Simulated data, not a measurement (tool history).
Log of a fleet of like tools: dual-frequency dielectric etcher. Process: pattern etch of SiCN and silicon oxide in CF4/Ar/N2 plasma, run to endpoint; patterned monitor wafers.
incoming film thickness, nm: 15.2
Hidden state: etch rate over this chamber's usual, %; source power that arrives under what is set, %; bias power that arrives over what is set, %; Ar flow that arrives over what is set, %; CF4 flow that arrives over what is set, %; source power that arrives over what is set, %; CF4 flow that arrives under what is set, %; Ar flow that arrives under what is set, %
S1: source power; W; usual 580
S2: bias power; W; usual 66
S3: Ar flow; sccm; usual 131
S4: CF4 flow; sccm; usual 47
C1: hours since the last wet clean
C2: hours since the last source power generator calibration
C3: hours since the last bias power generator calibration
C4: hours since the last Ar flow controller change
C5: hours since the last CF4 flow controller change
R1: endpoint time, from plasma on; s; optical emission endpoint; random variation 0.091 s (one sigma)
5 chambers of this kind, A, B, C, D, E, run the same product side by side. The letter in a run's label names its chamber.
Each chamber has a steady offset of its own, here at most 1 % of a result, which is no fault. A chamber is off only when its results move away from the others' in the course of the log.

Run 1C, hour 9.0: usual settings; C1 148.2; C2 1140.5; C3 1020.9; C4 1018.1; C5 1852.9. Result: R1 16.274 s.
At hour 18.5: chamber D: wet clean of the chamber.
Run 2D, hour 20.0: usual settings; C1 1.5; C2 1281.3; C3 1054.1; C4 860.0; C5 2785.9. Result: R1 16.336 s.
Run 3B, hour 27.1: usual settings; C1 28.6; C2 999.0; C3 208.0; C4 2388.9; C5 2746.5. Result: R1 16.289 s.
Run 4A, hour 36.6: usual settings; C1 430.4; C2 1434.7; C3 1001.2; C4 5279.4; C5 356.8. Result: R1 16.208 s.
Run 5E, hour 42.6: usual settings; C1 441.1; C2 753.7; C3 1043.5; C4 1152.4; C5 2682.0. Result: R1 16.264 s.
Run 6D, hour 54.0: usual settings; C1 35.5; C2 1315.3; C3 1088.1; C4 894.0; C5 2819.9. Result: R1 16.342 s.
Run 7B, hour 65.3: usual settings but S2 82 W; C1 66.8; C2 1037.2; C3 246.2; C4 2427.1; C5 2784.7. Result: R1 14.973 s.
Run 8C, hour 72.7: usual settings but S2 82 W; C1 211.9; C2 1204.2; C3 1084.6; C4 1081.8; C5 1916.6. Result: R1 15.205 s.
Run 9A, hour 78.9: usual settings but S2 82 W; C1 472.7; C2 1477.0; C3 1043.5; C4 5321.7; C5 399.1. Result: R1 14.841 s.
Run 10E, hour 90.1: usual settings but S2 82 W; C1 488.6; C2 801.2; C3 1091.0; C4 1199.9; C5 2729.5. Result: R1 14.925 s.
Run 11C, hour 98.7: usual settings but S2 82 W; C1 237.9; C2 1230.2; C3 1110.6; C4 1107.8; C5 1942.6. Result: R1 15.121 s.
Run 12B, hour 107.1: usual settings; C1 108.6; C2 1079.0; C3 288.0; C4 2468.9; C5 2826.5. Result: R1 16.315 s.
Run 13E, hour 112.5: usual settings; C1 511.0; C2 823.6; C3 1113.4; C4 1222.3; C5 2751.9. Result: R1 16.227 s.
Run 14D, hour 121.4: usual settings; C1 102.9; C2 1382.7; C3 1155.5; C4 961.4; C5 2887.3. Result: R1 16.213 s.
At hour 122.6: chamber E: wet clean of the chamber.
Run 15A, hour 131.5: usual settings; C1 525.3; C2 1529.6; C3 1096.1; C4 5374.3; C5 451.7. Result: R1 16.144 s.
At hour 136.0: chamber B: Ar flow controller replaced.
Run 16C, hour 140.3: usual settings; C1 279.5; C2 1271.8; C3 1152.2; C4 1149.4; C5 1984.2. Result: R1 16.324 s.
At hour 146.1: chamber A: Ar flow controller replaced.
Run 17A, hour 148.1: usual settings; C1 541.9; C2 1546.2; C3 1112.7; C4 2.1; C5 468.3. Result: R1 15.971 s.
Run 18D, hour 157.4: usual settings; C1 138.9; C2 1418.7; C3 1191.5; C4 997.4; C5 2923.3. Result: R1 16.475 s.
Run 19E, hour 163.6: usual settings; C1 41.1; C2 874.7; C3 1164.5; C4 1273.4; C5 2803.0. Result: R1 16.218 s.
Run 20B, hour 171.2: usual settings; C1 172.7; C2 1143.1; C3 352.1; C4 35.3; C5 2890.6. Result: R1 16.335 s.
Run 21B, hour 177.7: usual settings; C1 179.2; C2 1149.6; C3 358.6; C4 41.8; C5 2897.1. Result: R1 16.325 s.
Run 22A, hour 183.6: usual settings; C1 577.4; C2 1581.7; C3 1148.2; C4 37.6; C5 503.8. Result: R1 16.123 s.
Run 23D, hour 194.0: usual settings but S1 520 W, S3 144 sccm; C1 175.5; C2 1455.3; C3 1228.1; C4 1034.0; C5 2959.9. Result: R1 18.278 s.
At hour 196.2: chamber C: wet clean of the chamber.
Run 24C, hour 205.4: usual settings but S1 520 W, S3 144 sccm; C1 9.3; C2 1336.9; C3 1217.3; C4 1214.5; C5 2049.3. Result: R1 18.197 s.
Run 25E, hour 210.7: usual settings but S1 520 W, S3 144 sccm; C1 88.2; C2 921.8; C3 1211.6; C4 1320.5; C5 2850.1. Result: R1 18.319 s.
Run 26A, hour 219.6: usual settings but S1 520 W, S3 144 sccm; C1 613.4; C2 1617.7; C3 1184.2; C4 73.6; C5 539.8. Result: R1 17.768 s.
Run 27B, hour 225.9: usual settings but S1 520 W, S3 144 sccm; C1 227.4; C2 1197.8; C3 406.8; C4 90.0; C5 2945.3. Result: R1 18.324 s.
Run 28E, hour 232.0: usual settings; C1 109.5; C2 943.1; C3 1232.9; C4 1341.8; C5 2871.4. Result: R1 16.241 s.
Run 29C, hour 239.4: usual settings but S2 52 W; C1 43.3; C2 1370.9; C3 1251.3; C4 1248.5; C5 2083.3. Result: R1 17.707 s.
Run 30D, hour 250.8: usual settings but S2 52 W; C1 232.3; C2 1512.1; C3 1284.9; C4 1090.8; C5 3016.7. Result: R1 17.786 s.
Run 31D, hour 261.7: usual settings but S2 52 W; C1 243.2; C2 1523.0; C3 1295.8; C4 1101.7; C5 3027.6. Result: R1 17.785 s.
Run 32B, hour 270.2: usual settings but S2 52 W; C1 271.7; C2 1242.1; C3 451.1; C4 134.3; C5 2989.6. Result: R1 17.926 s.

What goes on in this fleet: one chamber off, a drifting gauge, or nothing beyond the chambers' own small offsets? Name the chamber and the cause, if any.

Chamber A drifts away from the others.
Cause: etch rate over this chamber's usual, % = 3.72.
The log may not tell that from: source power that arrives over what is set, %.

Here are 4 candidates for chamber A's next run, each the usual settings with a change, their results left as question marks. Which one brings its results back in line with what the others give on the usual settings?
In line means no further than this from the other chambers' mean on the usual settings: R1 0.320 s
Run 33A-1, hour 278.4: usual settings but S1 630 W, S3 129 sccm. Result: R1 ?.
Run 33A-2, hour 278.4: usual settings but S1 540 W. Result: R1 ?.
Run 33A-3, hour 278.4: usual settings but S1 560 W, S2 65 W, S3 132 sccm. Result: R1 ?.
Run 33A-4, hour 278.4: usual settings but S1 600 W. Result: R1 ?.

The other chambers' mean on the usual settings: R1 16.314 s
  run      R1
33A-1  14.550
33A-2  16.726
33A-3  16.307
33A-4  15.235
33A-3 brings the chamber back in line.
